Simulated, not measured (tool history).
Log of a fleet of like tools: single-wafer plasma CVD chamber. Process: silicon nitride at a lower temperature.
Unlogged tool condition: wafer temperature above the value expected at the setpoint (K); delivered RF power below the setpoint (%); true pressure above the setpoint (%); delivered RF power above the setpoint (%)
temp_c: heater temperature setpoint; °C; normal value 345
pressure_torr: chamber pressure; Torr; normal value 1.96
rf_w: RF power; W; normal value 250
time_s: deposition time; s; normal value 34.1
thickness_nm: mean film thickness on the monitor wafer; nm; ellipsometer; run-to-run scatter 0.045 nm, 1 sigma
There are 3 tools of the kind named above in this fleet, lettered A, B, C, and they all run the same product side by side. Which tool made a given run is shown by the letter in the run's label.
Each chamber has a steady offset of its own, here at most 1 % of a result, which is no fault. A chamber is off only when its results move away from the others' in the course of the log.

run	hour	temp_c	pressure_torr	rf_w	time_s	hours since the last thermocouple change	hours since the last RF generator calibration	hours since the last manometer calibration	read-back reference wafer on the same gauge, thickness_nm	thickness_nm
1A	3.1	345	1.96	250	34.1	237.7	326.3	1271.5	36.412	37.661
2B	6.7	345	1.96	250	34.1	872.1	330.8	17.2	36.414	37.598
3C	11.9	345	1.96	250	34.1	576.7	914.7	287.4	36.420	37.652
4B	15.9	345	1.96	250	34.1	881.3	340.0	26.4	36.434	37.497
5C	20.0	345	1.96	250	34.1	584.8	922.8	295.5	36.428	37.556
6A	24.4	345	1.96	250	34.1	259.0	347.6	1292.8	36.435	37.504
7B	31.0	345	1.96	250	34.1	896.4	355.1	41.5	36.436	37.640
8C	35.4	345	1.96	250	34.1	600.2	938.2	310.9	36.439	37.731
9A	39.1	345	1.96	275	34.1	273.7	362.3	1307.5	36.461	40.151
10B	45.8	345	1.96	275	34.1	911.2	369.9	56.3	36.473	40.300
11C	50.6	345	1.96	275	34.1	615.4	953.4	326.1	36.478	40.377
12A	53.5	345	1.96	250	34.1	288.1	376.7	1321.9	36.480	37.605
13C	58.1	345	1.96	250	34.1	622.9	960.9	333.6	36.493	37.752
14B	61.8	345	1.96	250	34.1	927.2	385.9	72.3	36.493	37.540
15A	65.9	345	1.96	250	34.1	300.5	389.1	1334.3	36.503	37.631
16A	70.2	345	1.76	250	34.1	304.8	393.4	1338.6	36.503	36.513
17B	75.5	345	1.76	250	34.1	940.9	399.6	86.0	36.518	36.604
18C	79.0	345	1.76	250	34.1	643.8	981.8	354.5	36.523	36.667
19B	84.5	345	1.96	250	34.1	949.9	408.6	95.0	36.529	37.732
20C	90.8	345	1.96	250	34.1	655.6	993.6	366.3	36.542	37.830
21A	97.0	360	1.96	290	34.1	331.6	420.2	1365.4	36.545	41.599
22C	100.8	360	1.96	290	34.1	665.6	1003.6	376.3	36.553	41.715
23B	107.4	360	1.96	290	34.1	972.8	431.5	117.9	36.561	41.672
24A	111.5	345	1.96	250	34.1	346.1	434.7	1379.9	36.559	37.813
25C	116.1	345	1.96	250	34.1	680.9	1018.9	391.6	36.573	37.799

The same settings go to every chamber for the next run, one line per chamber below. Forecast the results for each:
26A	120.9	331	1.96	250	34.1					?
26B	120.9	331	1.96	250	34.1					?
26C	120.9	331	1.96	250	34.1					?

run	thickness_nm
26A	37.873
26B	37.949
26C	38.083
